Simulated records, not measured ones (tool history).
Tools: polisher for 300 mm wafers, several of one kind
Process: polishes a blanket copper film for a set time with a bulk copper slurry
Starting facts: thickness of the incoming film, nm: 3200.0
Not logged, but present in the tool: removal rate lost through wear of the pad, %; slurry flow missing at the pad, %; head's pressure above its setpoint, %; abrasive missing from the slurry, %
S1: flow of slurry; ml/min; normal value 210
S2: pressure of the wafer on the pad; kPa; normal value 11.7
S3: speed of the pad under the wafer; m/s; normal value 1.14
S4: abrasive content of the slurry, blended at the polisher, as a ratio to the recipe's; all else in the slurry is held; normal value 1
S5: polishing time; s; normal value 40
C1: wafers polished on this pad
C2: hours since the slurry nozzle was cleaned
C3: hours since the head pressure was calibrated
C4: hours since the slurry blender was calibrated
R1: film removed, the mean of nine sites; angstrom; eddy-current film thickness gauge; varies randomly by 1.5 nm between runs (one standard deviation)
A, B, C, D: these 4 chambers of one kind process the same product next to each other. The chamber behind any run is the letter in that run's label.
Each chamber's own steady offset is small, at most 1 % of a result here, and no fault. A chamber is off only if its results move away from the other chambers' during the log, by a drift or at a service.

run     day   S1    S2    S3   S4  S5    C1     C2      C3     C4      R1
 1C   0.246  210  11.7  1.14    1  40   815    598    28.2  137.8  2239.5
 2A   0.646  210  11.7  1.14    1  40   794  241.5   302.7  244.9  2253.8
 3B   1.154  210  11.7  1.14    1  40   533  259.4   534.5   76.5  2234.6
      1.167  -- chamber D: slurry nozzle cleaned
 4D   1.483  210  11.7  1.14    1  40   304    7.7  1246.5   50.3  2228.9
 5B   1.896  185  11.7  1.14    1  40   676  277.2   552.3   94.3  2206.4
      2.208  -- chamber A: slurry blender recalibrated
        2.3  -- chamber A: worn pad replaced by a new one
 6A   2.308  185  11.7  1.14    1  40     1  281.4   342.6    2.4  2188.5
      2.325  -- chamber C: worn pad replaced by a new one
      2.717  -- chamber B: slurry blender recalibrated
 7C   2.771  185  11.7  1.14    1  40    86  658.6    88.8  198.4  2184.1
 8D   3.267  185  11.7  1.14    1  40   648   50.5  1289.3   93.1  2230.2
      3.308  -- chamber B: worn pad replaced by a new one
 9C   3.671  210  11.7  1.14    1  40   260  680.2   110.4    220  2254.4
10B   3.912  210  11.7  1.14    1  40   116  325.6   600.7   28.7  2256.4
11D   4.233  210  11.7  1.14    1  40   835   73.7  1312.5  116.3  2219.8
12A   4.721  210  11.7  1.14    1  40   467  339.3   400.5   60.3  2221.6
      4.733  -- chamber C: slurry blender recalibrated
      4.767  -- chamber B: slurry nozzle cleaned
      4.788  -- chamber D: worn pad replaced by a new one
13D   4.967  210  11.7  1.14    1  40    34   91.3  1330.1  133.9  2252.7
      4.988  -- chamber A: head pressure recalibrated
14B   5.383  210  11.7  1.14    1  40   400   14.9     636     64    2259
      5.429  -- chamber C: slurry nozzle cleaned
15A   5.875  210  11.7  1.14    1  40   689    367    21.4     88    2247
16C   6.317  210  11.7  1.14    1  40   770   21.4   173.9     38  2223.2
17A   6.829  210  11.7  1.14    1  40   873  389.9    44.3  110.9  2233.9
18D   7.079  210  11.7  1.14    1  40   442    142  1380.8  184.6  2229.4
19B   7.438  210  11.7  1.14    1  40   796   64.2   685.3  113.3  2221.4
20C    7.85  210  11.7  1.14    1  46  1066   58.2   210.7   74.8  2580.5
      7.904  -- chamber C: worn pad replaced by a new one
      7.942  -- chamber B: head pressure recalibrated
21A   8.096  210  11.7  1.14    1  46  1118  420.3    74.7  141.3  2545.5
        8.2  -- chamber A: worn pad replaced by a new one
22D   8.367  210  11.7  1.14    1  46   690  172.9  1411.7  215.5  2574.4
      8.425  -- chamber B: slurry blender recalibrated
23B   8.596  210  11.7  1.14    1  46  1020     92    15.7    4.1  2552.9
24C   8.912  210  11.7  1.14    1  40   194   83.7   236.2  100.3    2223
25A   9.154  210  11.7  1.14    1  40   184  445.7   100.1  166.7  2185.1
      9.479  -- chamber D: worn pad replaced by a new one
26D   9.496  210  11.7  1.14  0.9  26     3    200  1438.8  242.6  1414.3
      9.554  -- chamber D: head pressure recalibrated
      9.575  -- chamber B: worn pad replaced by a new one
27C   9.925  210  11.7  1.14  0.9  26   389    108   260.5  124.6  1418.8
28B  10.417  210  11.7  1.14  0.9  26   162  135.7    59.4   47.8  1422.7
29A   10.75  210  11.7  1.14  0.9  26   492    484   138.4    205  1365.4
30C  11.162  210  11.7  1.14    1  40   628  137.7   290.2  154.3  2237.3
     11.204  -- chamber C: head pressure recalibrated
31D  11.462  210  11.7  1.14  0.8  34   383  247.2    45.9  289.8  1835.1
32B  11.812  210  11.7  1.14  0.8  34   432  169.2    92.9   81.3  1809.2
     11.888  -- chamber A: slurry blender recalibrated
33C  12.179  210  11.7  1.14  0.8  34   824  162.1    23.5  178.7  1806.7
34B  12.567  210  11.7  1.14  0.8  34   577  187.3     111   99.4  1818.5
35D  12.992  210  11.7  1.14    1  40   678  283.9    82.6  326.5  2252.9
36A  13.346  210  11.7  1.14    1  40   993  546.3   200.7     35  2139.4
37D  13.617  210  15.2     1    1  40   798  298.9    97.6  341.5  2557.4
     14.038  -- chamber A: worn pad replaced by a new one
     14.075  -- chamber B: slurry blender recalibrated
38C  14.108  210  15.2     1    1  40  1197  208.4    69.8    225  2508.2
39A  14.492  210  15.2     1    1  40    87  573.8   228.2   62.5  2395.7
40B  14.917  210  15.2     1    1  40  1031  243.7   167.4   20.2  2517.6
41A  15.371  210  11.7  1.14    1  40   257  594.9   249.3   83.6  2110.5

Does one chamber stand apart from the rest, does the shared gauge drift, or is all well apart from small per-chamber offsets? Give the chamber and the most likely cause, where there is one.

It is chamber A that slowly wanders off from its peers.
Cause: slurry flow missing at the pad, % = 36.3.
The log may not separate it from: head's pressure below its setpoint, %.

Below are 4 candidate recipes for chamber A's next run, each the usual settings with a change, their results shown as question marks. Which of them brings A's results back in line with what the other chambers give on the usual settings?
In line here means within this much of the mean the other chambers give on the usual settings: R1 52 angstrom
42A-1  15.742  210  11.7  1.22   1  40                   ?
42A-2  15.742  210  11.7  1.16   1  40                   ?
42A-3  15.742  210  11.7   1.1   1  39                   ?
42A-4  15.742  185  11.7  1.14   1  40                   ?

Other chambers, usual settings, mean: R1 2231.3 angstrom
  run      R1
42A-1    2237
42A-2  2127.6
42A-3  1967.7
42A-4  2038.4
With 42A-1, the chamber falls back in line with the rest.
